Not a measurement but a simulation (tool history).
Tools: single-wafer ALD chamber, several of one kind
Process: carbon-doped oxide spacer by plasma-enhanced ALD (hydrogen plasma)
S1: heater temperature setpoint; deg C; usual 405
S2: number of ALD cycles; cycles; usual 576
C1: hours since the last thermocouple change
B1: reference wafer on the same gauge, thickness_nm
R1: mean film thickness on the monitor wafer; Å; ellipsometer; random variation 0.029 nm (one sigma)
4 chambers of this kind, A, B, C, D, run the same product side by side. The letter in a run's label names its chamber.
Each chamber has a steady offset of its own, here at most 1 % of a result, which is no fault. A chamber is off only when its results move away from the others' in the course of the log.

{"run": "1A", "hour": 9.6, "S1": 405, "S2": 576, "C1": 840.2, "B1": 34.002, "R1": 285.64}
{"run": "2B", "hour": 17.4, "S1": 405, "S2": 576, "C1": 1658.2, "B1": 34.002, "R1": 283.0}
{"run": "3D", "hour": 26.6, "S1": 405, "S2": 576, "C1": 754.1, "B1": 34.006, "R1": 282.99}
{"run": "4C", "hour": 31.0, "S1": 405, "S2": 576, "C1": 577.5, "B1": 34.015, "R1": 283.85}
{"run": "5D", "hour": 36.8, "S1": 405, "S2": 669, "C1": 764.3, "B1": 34.01, "R1": 328.34}
{"run": "6B", "hour": 43.9, "S1": 405, "S2": 669, "C1": 1684.7, "B1": 34.022, "R1": 328.91}
{"run": "7C", "hour": 50.9, "S1": 405, "S2": 669, "C1": 597.4, "B1": 34.025, "R1": 329.78}
{"run": "8A", "hour": 58.1, "S1": 405, "S2": 669, "C1": 888.7, "B1": 34.024, "R1": 332.6}
{"run": "9D", "hour": 64.3, "S1": 405, "S2": 576, "C1": 791.8, "B1": 34.026, "R1": 283.78}
{"run": "10B", "hour": 69.5, "S1": 405, "S2": 576, "C1": 1710.3, "B1": 34.033, "R1": 283.53}
{"run": "11C", "hour": 75.0, "S1": 405, "S2": 576, "C1": 621.5, "B1": 34.037, "R1": 284.29}
{"run": "12A", "hour": 79.4, "S1": 405, "S2": 576, "C1": 910.0, "B1": 34.038, "R1": 286.04}
{"run": "13D", "hour": 84.3, "S1": 405, "S2": 576, "C1": 811.8, "B1": 34.038, "R1": 283.88}
{"run": "14B", "hour": 89.4, "S1": 405, "S2": 576, "C1": 1730.2, "B1": 34.033, "R1": 282.63}
{"run": "15A", "hour": 98.7, "S1": 405, "S2": 576, "C1": 929.3, "B1": 34.045, "R1": 285.82}
{"run": "16C", "hour": 103.1, "S1": 405, "S2": 576, "C1": 649.6, "B1": 34.049, "R1": 284.24}
{"run": "17A", "hour": 108.5, "S1": 405, "S2": 576, "C1": 939.1, "B1": 34.056, "R1": 286.06}
{"run": "18D", "hour": 113.2, "S1": 405, "S2": 576, "C1": 840.7, "B1": 34.049, "R1": 284.5}
{"run": "19B", "hour": 120.5, "S1": 405, "S2": 576, "C1": 1761.3, "B1": 34.055, "R1": 283.06}
{"run": "20C", "hour": 128.9, "S1": 405, "S2": 576, "C1": 675.4, "B1": 34.052, "R1": 283.9}
{"run": "21A", "hour": 136.0, "S1": 405, "S2": 576, "C1": 966.6, "B1": 34.056, "R1": 285.94}
{"run": "22C", "hour": 144.8, "S1": 405, "S2": 576, "C1": 691.3, "B1": 34.057, "R1": 284.74}
{"run": "23B", "hour": 149.1, "S1": 405, "S2": 673, "C1": 1789.9, "B1": 34.074, "R1": 331.17}
{"run": "24D", "hour": 157.6, "S1": 405, "S2": 673, "C1": 885.1, "B1": 34.082, "R1": 332.27}
{"run": "25C", "hour": 167.1, "S1": 405, "S2": 673, "C1": 713.6, "B1": 34.074, "R1": 332.62}
{"run": "26A", "hour": 175.4, "S1": 405, "S2": 673, "C1": 1006.0, "B1": 34.079, "R1": 334.69}
{"run": "27B", "hour": 183.4, "S1": 405, "S2": 576, "C1": 1824.2, "B1": 34.09, "R1": 282.83}
{"run": "28D", "hour": 191.9, "S1": 405, "S2": 576, "C1": 919.4, "B1": 34.088, "R1": 284.09}
{"run": "29A", "hour": 197.2, "S1": 405, "S2": 576, "C1": 1027.8, "B1": 34.091, "R1": 286.59}
{"run": "30C", "hour": 205.4, "S1": 405, "S2": 576, "C1": 751.9, "B1": 34.105, "R1": 285.18}
{"run": "31D", "hour": 212.9, "S1": 405, "S2": 576, "C1": 940.4, "B1": 34.104, "R1": 284.15}
{"run": "32B", "hour": 220.9, "S1": 405, "S2": 576, "C1": 1861.7, "B1": 34.099, "R1": 283.92}
{"run": "33A", "hour": 228.3, "S1": 394, "S2": 576, "C1": 1058.9, "B1": 34.108, "R1": 290.99}
{"run": "34C", "hour": 233.4, "S1": 394, "S2": 576, "C1": 779.9, "B1": 34.096, "R1": 289.38}
{"run": "35B", "hour": 241.2, "S1": 394, "S2": 576, "C1": 1882.0, "B1": 34.107, "R1": 287.93}
{"run": "36D", "hour": 246.9, "S1": 394, "S2": 576, "C1": 974.4, "B1": 34.118, "R1": 289.0}
{"run": "37C", "hour": 251.1, "S1": 405, "S2": 576, "C1": 797.6, "B1": 34.115, "R1": 284.9}
{"run": "38B", "hour": 258.8, "S1": 405, "S2": 576, "C1": 1899.6, "B1": 34.131, "R1": 283.43}
{"run": "39D", "hour": 263.3, "S1": 405, "S2": 576, "C1": 990.8, "B1": 34.121, "R1": 284.76}
{"run": "40A", "hour": 271.3, "S1": 405, "S2": 576, "C1": 1101.9, "B1": 34.126, "R1": 286.59}
{"run": "41C", "hour": 277.5, "S1": 405, "S2": 576, "C1": 824.0, "B1": 34.118, "R1": 285.39}
{"run": "42A", "hour": 286.7, "S1": 405, "S2": 576, "C1": 1117.3, "B1": 34.134, "R1": 287.38}
{"run": "43D", "hour": 291.8, "S1": 405, "S2": 576, "C1": 1019.3, "B1": 34.131, "R1": 284.39}
{"run": "44B", "hour": 297.6, "S1": 411, "S2": 576, "C1": 1938.4, "B1": 34.136, "R1": 278.57}

Next, every chamber runs the same settings. What will each give?
{"run": "45A", "hour": 304.6, "S1": 405, "S2": 576, "R1": "?"}
{"run": "45B", "hour": 304.6, "S1": 405, "S2": 576, "R1": "?"}
{"run": "45C", "hour": 304.6, "S1": 405, "S2": 576, "R1": "?"}
{"run": "45D", "hour": 304.6, "S1": 405, "S2": 576, "R1": "?"}

run=45A R1=287.26
run=45B R1=283.88
run=45C R1=284.50
run=45D R1=284.90
